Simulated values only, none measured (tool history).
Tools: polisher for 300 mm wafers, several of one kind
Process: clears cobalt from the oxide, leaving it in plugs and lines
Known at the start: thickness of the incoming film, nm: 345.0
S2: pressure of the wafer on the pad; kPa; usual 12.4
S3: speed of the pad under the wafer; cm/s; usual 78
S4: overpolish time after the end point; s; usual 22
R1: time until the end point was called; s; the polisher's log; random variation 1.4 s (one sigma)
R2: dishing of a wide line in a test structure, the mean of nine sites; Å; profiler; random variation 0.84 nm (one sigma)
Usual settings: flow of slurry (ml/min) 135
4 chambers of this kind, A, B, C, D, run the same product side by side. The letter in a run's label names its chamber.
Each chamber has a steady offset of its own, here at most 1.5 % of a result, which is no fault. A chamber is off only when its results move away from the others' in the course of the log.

run 1D hour=9.9 | flow_of_slurry_(ml/min)=135 S2=12.4 S3=78 S4=22 | R1=96.979 R2=502.71
run 2B hour=18.7 | flow_of_slurry_(ml/min)=135 S2=12.4 S3=78 S4=22 | R1=98.795 R2=492.42
run 3A hour=24.2 | flow_of_slurry_(ml/min)=135 S2=12.4 S3=78 S4=22 | R1=98.222 R2=484.69
-- hour=27.8 chamber A: worn pad replaced by a new one
run 4C hour=33.5 | flow_of_slurry_(ml/min)=135 S2=12.4 S3=78 S4=22 | R1=101.670 R2=493.31
run 5C hour=41.7 | flow_of_slurry_(ml/min)=135 S2=12.4 S3=78 S4=22 | R1=99.532 R2=485.52
-- hour=43.5 chamber C: slurry nozzle cleaned
run 6D hour=50.5 | flow_of_slurry_(ml/min)=135 S2=12.4 S3=78 S4=22 | R1=96.551 R2=499.00
-- hour=54.1 chamber B: worn pad replaced by a new one
-- hour=55.3 chamber A: head pressure recalibrated
run 7A hour=55.4 | flow_of_slurry_(ml/min)=135 S2=12.4 S3=78 S4=22 | R1=98.714 R2=477.53
run 8B hour=63.0 | flow_of_slurry_(ml/min)=135 S2=12.4 S3=78 S4=22 | R1=98.534 R2=500.34
-- hour=64.7 chamber B: head pressure recalibrated
run 9C hour=72.0 | flow_of_slurry_(ml/min)=135 S2=12.4 S3=78 S4=22 | R1=100.640 R2=519.31
run 10B hour=82.1 | flow_of_slurry_(ml/min)=135 S2=12.4 S3=78 S4=22 | R1=109.460 R2=471.79
-- hour=90.3 chamber D: worn pad replaced by a new one
run 11A hour=92.8 | flow_of_slurry_(ml/min)=135 S2=12.4 S3=78 S4=22 | R1=99.772 R2=485.00
run 12D hour=100.6 | flow_of_slurry_(ml/min)=135 S2=12.4 S3=78 S4=22 | R1=96.761 R2=499.47
-- hour=100.7 chamber C: worn pad replaced by a new one
-- hour=105.1 chamber A: worn pad replaced by a new one
run 13A hour=108.9 | flow_of_slurry_(ml/min)=135 S2=12.4 S3=78 S4=22 | R1=95.512 R2=472.66
run 14D hour=116.6 | flow_of_slurry_(ml/min)=135 S2=12.4 S3=78 S4=22 | R1=97.115 R2=499.13
run 15B hour=123.8 | flow_of_slurry_(ml/min)=135 S2=12.4 S3=78 S4=22 | R1=112.050 R2=486.00
run 16C hour=131.6 | flow_of_slurry_(ml/min)=135 S2=12.4 S3=78 S4=22 | R1=101.040 R2=483.09
run 17A hour=142.2 | flow_of_slurry_(ml/min)=135 S2=12.4 S3=78 S4=22 | R1=98.710 R2=483.70
run 18C hour=147.3 | flow_of_slurry_(ml/min)=135 S2=9.0 S3=78 S4=17 | R1=137.690 R2=338.41
run 19D hour=153.9 | flow_of_slurry_(ml/min)=135 S2=9.0 S3=78 S4=17 | R1=137.680 R2=329.83
run 20B hour=161.5 | flow_of_slurry_(ml/min)=135 S2=9.0 S3=78 S4=17 | R1=152.350 R2=299.08
run 21B hour=171.6 | flow_of_slurry_(ml/min)=135 S2=9.0 S3=78 S4=17 | R1=150.050 R2=314.10
run 22A hour=181.7 | flow_of_slurry_(ml/min)=135 S2=12.4 S3=78 S4=22 | R1=101.190 R2=480.23
run 23D hour=188.0 | flow_of_slurry_(ml/min)=135 S2=12.4 S3=78 S4=22 | R1=98.585 R2=500.72
run 24C hour=197.3 | flow_of_slurry_(ml/min)=135 S2=12.4 S3=78 S4=22 | R1=102.700 R2=486.30

What goes on in this fleet: one chamber off, a drifting gauge, or nothing beyond the chambers' own small offsets? Name the chamber and the cause, if any.

A service left chamber B off against the others.
Cause: head's pressure below its setpoint, % = 9.

Here are 4 candidates for chamber B's next run, each the usual settings with a change, their results left as question marks. Which one brings its results back in line with what the others give on the usual settings?
In line means no further than this from the other chambers' mean on the usual settings: R1 5.000 s; R2 29.00 Å
run 25B-1 hour=205.2 | flow_of_slurry_(ml/min)=135 S2=13.1 S3=82 S4=21 | R1=? R2=?
run 25B-2 hour=205.2 | flow_of_slurry_(ml/min)=135 S2=12.4 S3=76 S4=22 | R1=? R2=?
run 25B-3 hour=205.2 | flow_of_slurry_(ml/min)=135 S2=11.7 S3=74 S4=23 | R1=? R2=?
run 25B-4 hour=205.2 | flow_of_slurry_(ml/min)=135 S2=12.4 S3=80 S4=22 | R1=? R2=?

The other chambers' mean on the usual settings: R1 98.324 s; R2 490.87 Å
run=25B-1 R1=98.787 R2=483.71
run=25B-2 R1=112.620 R2=459.18
run=25B-3 R1=122.510 R2=447.84
run=25B-4 R1=106.910 R2=474.36
25B-1 brings the chamber back in line.

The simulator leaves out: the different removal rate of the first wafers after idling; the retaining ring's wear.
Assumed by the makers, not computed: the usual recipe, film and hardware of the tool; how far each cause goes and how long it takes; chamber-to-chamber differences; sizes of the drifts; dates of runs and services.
